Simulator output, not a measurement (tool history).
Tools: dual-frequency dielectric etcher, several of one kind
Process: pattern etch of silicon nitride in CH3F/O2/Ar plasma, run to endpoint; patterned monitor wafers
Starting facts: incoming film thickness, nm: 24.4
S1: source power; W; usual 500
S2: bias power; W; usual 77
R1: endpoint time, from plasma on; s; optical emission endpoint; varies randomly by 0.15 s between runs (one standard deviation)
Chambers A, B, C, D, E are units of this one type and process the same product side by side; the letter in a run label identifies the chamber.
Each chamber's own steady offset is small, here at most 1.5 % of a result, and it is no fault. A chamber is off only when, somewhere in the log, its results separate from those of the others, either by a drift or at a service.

run    day   S1  S2      R1
 1D  0.238  500  77  31.183
     0.408  -- chamber E: wet clean of the chamber
 2C  0.454  500  77  31.809
 3B  0.633  500  77  31.735
 4E  0.842  500  77  31.877
 5A  0.996  500  77  31.081
 6A  1.262  500  77  31.377
 7D  1.404  500  77  31.641
 8B  1.567  500  77  31.581
     1.671  -- chamber E: bias power generator calibrated
 9E  1.771  560  77   30.24
10C  2.033  560  77  30.344
11B  2.246  560  77  30.212
12D  2.371  560  77  30.101
13A  2.612  560  77  30.252
14C  2.792  500  77  31.594
15E      3  500  77  31.624
16A   3.15  450  92  30.711
17B  3.304  450  92  31.014
18C  3.433  450  92  30.499
19E  3.683  450  92  30.713
20D  3.954  450  92  30.915
21E  4.183  500  77  31.478
22A  4.446  500  77  31.319
23D  4.717  440  91  31.466
24C  4.908  440  91   30.94
25B  5.092  440  91  31.322
     5.158  -- chamber A: wet clean of the chamber
26D  5.296  440  91  31.293
27A  5.412  440  91  30.976
28B  5.612  460  62  34.588
29E   5.85  460  62  35.284
30C  6.017  460  62  34.657
31B  6.238  460  62  35.192
32C  6.425  460  62  34.154
33D  6.621  500  77  31.409
34E  6.862  410  85  33.005

Which is it: a chamber that has drifted or been left off by a service, a gauge drift common to all chambers, or only each chamber's usual small offset? If a chamber is off, name it and its likeliest cause.

One chamber, C, drifts off from the rest bit by bit.
What lies behind it: etch rate over this chamber's usual, % = 2.76.

Here are 4 candidates for chamber C's next run, each the usual settings with a change, their results left as question marks. Which one brings its results back in line with what the others give on the usual settings?
Maximum distance from the other chambers' mean on the usual settings for a result to count as in line: R1 0.53 s
35C-1  7.062  480  74   ?
35C-2  7.062  500  82   ?
35C-3  7.062  570  77   ?
35C-4  7.062  430  77   ?

Mean of the other chambers on the usual settings: R1 31.543 s
  run      R1
35C-1  31.689
35C-2  30.132
35C-3  29.305
35C-4  32.579
35C-1 puts the chamber back in line with the other chambers.

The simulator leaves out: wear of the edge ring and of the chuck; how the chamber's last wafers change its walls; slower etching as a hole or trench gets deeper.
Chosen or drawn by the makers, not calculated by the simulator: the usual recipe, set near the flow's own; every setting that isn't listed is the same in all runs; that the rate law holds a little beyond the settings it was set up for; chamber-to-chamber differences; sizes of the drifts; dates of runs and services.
